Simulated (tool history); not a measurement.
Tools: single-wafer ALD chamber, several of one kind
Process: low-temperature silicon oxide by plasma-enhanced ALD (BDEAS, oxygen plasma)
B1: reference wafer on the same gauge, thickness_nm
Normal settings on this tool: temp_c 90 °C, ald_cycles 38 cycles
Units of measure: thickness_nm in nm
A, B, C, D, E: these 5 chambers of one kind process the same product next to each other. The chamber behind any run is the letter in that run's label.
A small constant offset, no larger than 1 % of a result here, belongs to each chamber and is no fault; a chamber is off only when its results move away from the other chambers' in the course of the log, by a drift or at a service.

Run 1E, hour 7.8: usual settings; B1 4.6030. Result: thickness_nm 5.6165 nm.
Run 2A, hour 15.6: usual settings; B1 4.6007. Result: thickness_nm 5.6358 nm.
Run 3C, hour 26.3: usual settings; B1 4.6018. Result: thickness_nm 5.6141 nm.
Run 4B, hour 36.4: usual settings; B1 4.6040. Result: thickness_nm 5.6479 nm.
Run 5D, hour 46.5: usual settings; B1 4.6046. Result: thickness_nm 5.6600 nm.
Run 6D, hour 52.2: usual settings; B1 4.6028. Result: thickness_nm 5.6609 nm.
Run 7B, hour 60.2: usual settings; B1 4.6071. Result: thickness_nm 5.6291 nm.
Run 8E, hour 68.8: usual settings but temp_c 104 °C, ald_cycles 44 cycles; B1 4.6037. Result: thickness_nm 6.2586 nm.
Run 9C, hour 78.3: usual settings but temp_c 104 °C, ald_cycles 44 cycles; B1 4.6064. Result: thickness_nm 6.2191 nm.
Run 10A, hour 86.6: usual settings but temp_c 104 °C, ald_cycles 44 cycles; B1 4.6076. Result: thickness_nm 6.2554 nm.
Run 11B, hour 93.3: usual settings but temp_c 104 °C, ald_cycles 44 cycles; B1 4.6081. Result: thickness_nm 6.2615 nm.
Run 12E, hour 104.1: usual settings but temp_c 104 °C, ald_cycles 44 cycles; B1 4.6105. Result: thickness_nm 6.2571 nm.
Run 13C, hour 109.2: usual settings; B1 4.6100. Result: thickness_nm 5.6309 nm.
Run 14D, hour 119.8: usual settings; B1 4.6128. Result: thickness_nm 5.6502 nm.
Run 15A, hour 130.9: usual settings; B1 4.6117. Result: thickness_nm 5.6339 nm.
Run 16E, hour 142.0: usual settings; B1 4.6121. Result: thickness_nm 5.6472 nm.
Run 17A, hour 150.3: usual settings but temp_c 98 °C; B1 4.6133. Result: thickness_nm 5.4810 nm.
Run 18C, hour 160.7: usual settings but temp_c 98 °C; B1 4.6149. Result: thickness_nm 5.4606 nm.
Run 19D, hour 172.1: usual settings but temp_c 98 °C; B1 4.6170. Result: thickness_nm 5.5172 nm.
Run 20B, hour 178.9: usual settings but temp_c 98 °C; B1 4.6165. Result: thickness_nm 5.4982 nm.
Run 21E, hour 186.4: usual settings but temp_c 98 °C; B1 4.6165. Result: thickness_nm 5.4755 nm.
Run 22C, hour 194.3: usual settings; B1 4.6189. Result: thickness_nm 5.6333 nm.
Run 23B, hour 203.3: usual settings; B1 4.6204. Result: thickness_nm 5.6493 nm.
Run 24A, hour 211.5: usual settings; B1 4.6189. Result: thickness_nm 5.6451 nm.
Run 25D, hour 217.3: usual settings; B1 4.6186. Result: thickness_nm 5.6763 nm.
Run 26C, hour 222.5: usual settings; B1 4.6202. Result: thickness_nm 5.6426 nm.
Run 27B, hour 228.1: usual settings; B1 4.6204. Result: thickness_nm 5.6644 nm.
Run 28A, hour 234.4: usual settings; B1 4.6203. Result: thickness_nm 5.6639 nm.
Run 29D, hour 244.4: usual settings; B1 4.6220. Result: thickness_nm 5.6753 nm.
Run 30E, hour 252.5: usual settings; B1 4.6241. Result: thickness_nm 5.6553 nm.
Run 31E, hour 258.1: usual settings but temp_c 101 °C, ald_cycles 34 cycles; B1 4.6242. Result: thickness_nm 4.8808 nm.
Run 32A, hour 268.4: usual settings but temp_c 101 °C, ald_cycles 34 cycles; B1 4.6241. Result: thickness_nm 4.8810 nm.
Run 33D, hour 276.2: usual settings but temp_c 101 °C, ald_cycles 34 cycles; B1 4.6246. Result: thickness_nm 4.8864 nm.

Does one chamber stand apart from the rest, does the shared gauge drift, or is all well apart from small per-chamber offsets? Give the chamber and the most likely cause, where there is one.

Gauge drift. The chambers move together only on paper, and none stands off.
Most likely cause: gauge reads high (%) = 0.566.
